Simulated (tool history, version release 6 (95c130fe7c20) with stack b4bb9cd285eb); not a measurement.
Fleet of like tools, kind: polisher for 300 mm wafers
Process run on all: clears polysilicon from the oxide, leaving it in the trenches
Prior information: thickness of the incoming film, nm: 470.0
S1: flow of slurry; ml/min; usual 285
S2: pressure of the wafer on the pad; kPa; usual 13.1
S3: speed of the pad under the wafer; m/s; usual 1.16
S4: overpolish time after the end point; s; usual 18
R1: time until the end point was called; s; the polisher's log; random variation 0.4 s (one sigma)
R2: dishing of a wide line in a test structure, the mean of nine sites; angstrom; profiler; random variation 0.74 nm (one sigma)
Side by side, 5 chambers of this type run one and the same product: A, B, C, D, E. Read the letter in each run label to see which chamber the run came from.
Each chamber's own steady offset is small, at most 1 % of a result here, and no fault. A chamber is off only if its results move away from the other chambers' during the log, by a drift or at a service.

run	day	S1	S2	S3	S4	R1	R2
1A	0.321	285	13.1	1.16	18	35.577	441.13
# day 0.483: chamber B: worn pad replaced by a new one
2E	0.708	285	13.1	1.16	18	36.118	447.89
# day 0.838: chamber C: worn pad replaced by a new one
3D	0.962	285	13.1	1.16	18	36.035	435.08
# day 1: chamber D: worn pad replaced by a new one
4C	1.246	285	13.1	1.16	18	34.921	439.43
5B	1.571	285	13.1	1.16	18	36.311	439.42
# day 1.758: chamber E: worn pad replaced by a new one
6B	1.808	375	13.1	0.9	18	45.077	438.2
# day 1.929: chamber A: worn pad replaced by a new one
7C	2.062	375	13.1	0.9	18	45.383	426.77
8A	2.275	375	13.1	0.9	18	45.411	439.85
# day 2.454: chamber B: worn pad replaced by a new one
# day 2.454: chamber C: head pressure recalibrated
9D	2.508	375	13.1	0.9	18	45.524	450.16
10E	2.733	375	13.1	0.9	18	44.202	439.02
# day 2.962: chamber D: worn pad replaced by a new one
11A	3.046	285	13.1	1.16	18	35.545	445.19
# day 3.146: chamber E: head pressure recalibrated
12E	3.433	285	13.1	1.16	13	35.609	436.07
# day 3.625: chamber C: worn pad replaced by a new one
13D	3.783	285	13.1	1.16	13	35.047	458.36
14B	4.054	285	13.1	1.16	13	35.497	440.64
15C	4.242	285	13.1	1.16	13	35.926	428.38
16D	4.538	285	13.1	1.16	13	35.296	441.74
# day 4.612: chamber A: slurry nozzle cleaned
# day 4.658: chamber B: worn pad replaced by a new one
17E	4.708	285	13.1	1.16	18	35.458	441.64
# day 4.754: chamber E: slurry nozzle cleaned
# day 4.842: chamber A: worn pad replaced by a new one
18A	5.012	285	13.1	1.16	18	35.438	444.27
# day 5.104: chamber D: worn pad replaced by a new one
# day 5.154: chamber E: worn pad replaced by a new one
19B	5.275	285	13.1	1.16	18	35.985	440.38
20C	5.629	285	13.1	1.16	18	35.406	449.04
21C	5.808	285	13.1	1.16	18	35.566	432.37
22D	6.046	285	14.5	1.16	24	32.474	447.36
# day 6.338: chamber B: worn pad replaced by a new one
23E	6.408	285	14.5	1.16	24	32.21	443.65
# day 6.483: chamber C: worn pad replaced by a new one
24B	6.65	285	14.5	1.16	24	32.64	436.17
25A	6.829	285	14.5	1.16	24	32.205	433.39
26C	7.012	285	14.5	1.16	24	31.624	435.27
# day 7.092: chamber D: slurry nozzle cleaned
# day 7.112: chamber D: worn pad replaced by a new one
27E	7.233	285	13.1	1.16	18	36.155	451.3
28D	7.562	285	13.1	1.16	18	35.3	442.6
29A	7.775	285	13.1	1.16	18	35.657	440.81
30B	8.171	285	13.1	1.16	18	35.523	440.8
# day 8.246: chamber B: worn pad replaced by a new one
# day 8.312: chamber E: worn pad replaced by a new one
# day 8.483: chamber A: worn pad replaced by a new one
31C	8.554	285	13.1	1.16	18	36.279	442.73
# day 8.712: chamber B: slurry nozzle cleaned
32D	8.783	285	13.1	1.16	9	35.735	433.94
33B	9.058	285	13.1	1.16	9	35.886	414.26
# day 9.317: chamber C: worn pad replaced by a new one
34A	9.338	285	13.1	1.16	9	35.373	414.68
35E	9.575	285	13.1	1.16	9	35.237	404.65
36C	9.808	285	13.1	1.16	9	35.778	421.66

All chambers now run identical settings, listed one chamber a line with results as question marks. What results will each chamber show?
37A	10.092	285	13.1	1.16	18	?	?
37B	10.092	285	13.1	1.16	18	?	?
37C	10.092	285	13.1	1.16	18	?	?
37D	10.092	285	13.1	1.16	18	?	?
37E	10.092	285	13.1	1.16	18	?	?

run	R1	R2
37A	36.308	433.6
37B	35.633	436.32
37C	36.423	447.4
37D	35.628	432.69
37E	35.57	446.85
